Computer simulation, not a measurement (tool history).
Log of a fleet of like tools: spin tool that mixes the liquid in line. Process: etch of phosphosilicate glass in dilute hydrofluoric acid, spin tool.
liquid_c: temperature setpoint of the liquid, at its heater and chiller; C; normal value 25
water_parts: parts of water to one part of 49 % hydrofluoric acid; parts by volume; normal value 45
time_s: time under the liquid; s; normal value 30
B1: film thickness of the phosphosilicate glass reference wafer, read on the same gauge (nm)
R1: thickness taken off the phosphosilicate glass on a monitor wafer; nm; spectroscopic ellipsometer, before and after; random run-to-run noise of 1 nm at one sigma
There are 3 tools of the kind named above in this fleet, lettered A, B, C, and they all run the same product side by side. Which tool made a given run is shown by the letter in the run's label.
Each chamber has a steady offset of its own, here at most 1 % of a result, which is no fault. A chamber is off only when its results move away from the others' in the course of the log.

Run 1B, hour 6.6: usual settings; B1 60.030. Result: R1 134.62 nm.
Run 2C, hour 13.8: usual settings; B1 59.986. Result: R1 137.72 nm.
Run 3A, hour 19.0: usual settings; B1 59.997. Result: R1 138.47 nm.
Run 4C, hour 25.3: usual settings; B1 59.995. Result: R1 135.99 nm.
Run 5A, hour 31.0: usual settings; B1 59.980. Result: R1 137.29 nm.
Run 6B, hour 38.0: usual settings; B1 60.007. Result: R1 134.08 nm.
Run 7C, hour 41.4: usual settings; B1 60.030. Result: R1 136.63 nm.
Run 8A, hour 48.5: usual settings; B1 60.009. Result: R1 137.18 nm.
Run 9B, hour 53.4: usual settings; B1 59.989. Result: R1 134.56 nm.
Run 10A, hour 59.5: usual settings; B1 59.967. Result: R1 133.85 nm.
Run 11C, hour 63.3: usual settings; B1 59.983. Result: R1 137.43 nm.
Run 12B, hour 66.6: usual settings but time_s 45 s; B1 59.992. Result: R1 197.81 nm.
Run 13C, hour 71.9: usual settings but time_s 45 s; B1 60.003. Result: R1 206.97 nm.
Run 14A, hour 76.5: usual settings but time_s 45 s; B1 60.002. Result: R1 204.06 nm.
Run 15B, hour 82.8: usual settings; B1 60.013. Result: R1 130.85 nm.
Run 16B, hour 88.6: usual settings; B1 59.993. Result: R1 131.14 nm.
Run 17C, hour 95.9: usual settings; B1 60.008. Result: R1 136.71 nm.
Run 18A, hour 102.1: usual settings; B1 60.002. Result: R1 136.44 nm.
Run 19C, hour 109.2: usual settings; B1 60.004. Result: R1 137.21 nm.
Run 20B, hour 113.9: usual settings; B1 60.008. Result: R1 128.40 nm.
Run 21A, hour 121.2: usual settings; B1 60.011. Result: R1 139.31 nm.
Run 22B, hour 126.8: usual settings; B1 59.973. Result: R1 129.10 nm.
Run 23A, hour 130.0: usual settings but liquid_c 28 C, water_parts 65 parts by volume; B1 59.975. Result: R1 102.18 nm.
Run 24C, hour 136.0: usual settings but liquid_c 28 C, water_parts 65 parts by volume; B1 60.002. Result: R1 104.70 nm.
Run 25A, hour 141.4: usual settings but liquid_c 28 C, water_parts 65 parts by volume; B1 59.970. Result: R1 104.11 nm.
Run 26C, hour 147.6: usual settings; B1 60.011. Result: R1 136.59 nm.
Run 27B, hour 152.9: usual settings; B1 60.042. Result: R1 129.26 nm.
Run 28B, hour 160.1: usual settings; B1 60.030. Result: R1 126.51 nm.
Run 29A, hour 166.6: usual settings; B1 60.006. Result: R1 136.06 nm.
Run 30C, hour 174.0: usual settings; B1 60.000. Result: R1 137.25 nm.
Run 31B, hour 178.8: usual settings; B1 60.024. Result: R1 127.00 nm.
Run 32C, hour 186.1: usual settings; B1 60.013. Result: R1 138.25 nm.
Run 33A, hour 190.6: usual settings; B1 59.979. Result: R1 134.94 nm.
Run 34A, hour 195.1: usual settings; B1 60.045. Result: R1 137.23 nm.

Read the log: is a single chamber off, either drifting away or since a service, is the gauge that measures every chamber drifting, or is nothing wrong beyond small per-chamber offsets? Name any odd chamber and what most likely caused it.

It is chamber B that slowly wanders off from its peers.
Most likely cause: hydrofluoric acid flow below the setpoint (%) = 6.66.
The log may not tell that from: liquid colder than its thermometer reads (K).

Below are 4 candidate recipes for chamber B's next run, each the usual settings with a change, their results shown as question marks. Which of them brings B's results back in line with what the other chambers give on the usual settings?
To be in line, a result may differ from the other chambers' mean on the usual settings by at most: R1 3.50 nm
Run 35B-1, hour 200.5: usual settings but liquid_c 23 C. Result: R1 ?.
Run 35B-2, hour 200.5: usual settings but liquid_c 27 C. Result: R1 ?.
Run 35B-3, hour 200.5: usual settings but liquid_c 24 C. Result: R1 ?.
Run 35B-4, hour 200.5: usual settings but liquid_c 26 C. Result: R1 ?.

Other chambers, usual settings, mean: R1 136.77 nm
  run      R1
35B-1  115.26
35B-2  136.08
35B-3  120.23
35B-4  130.64
Change 35B-2 lands the chamber within the allowed miss of the other chambers.
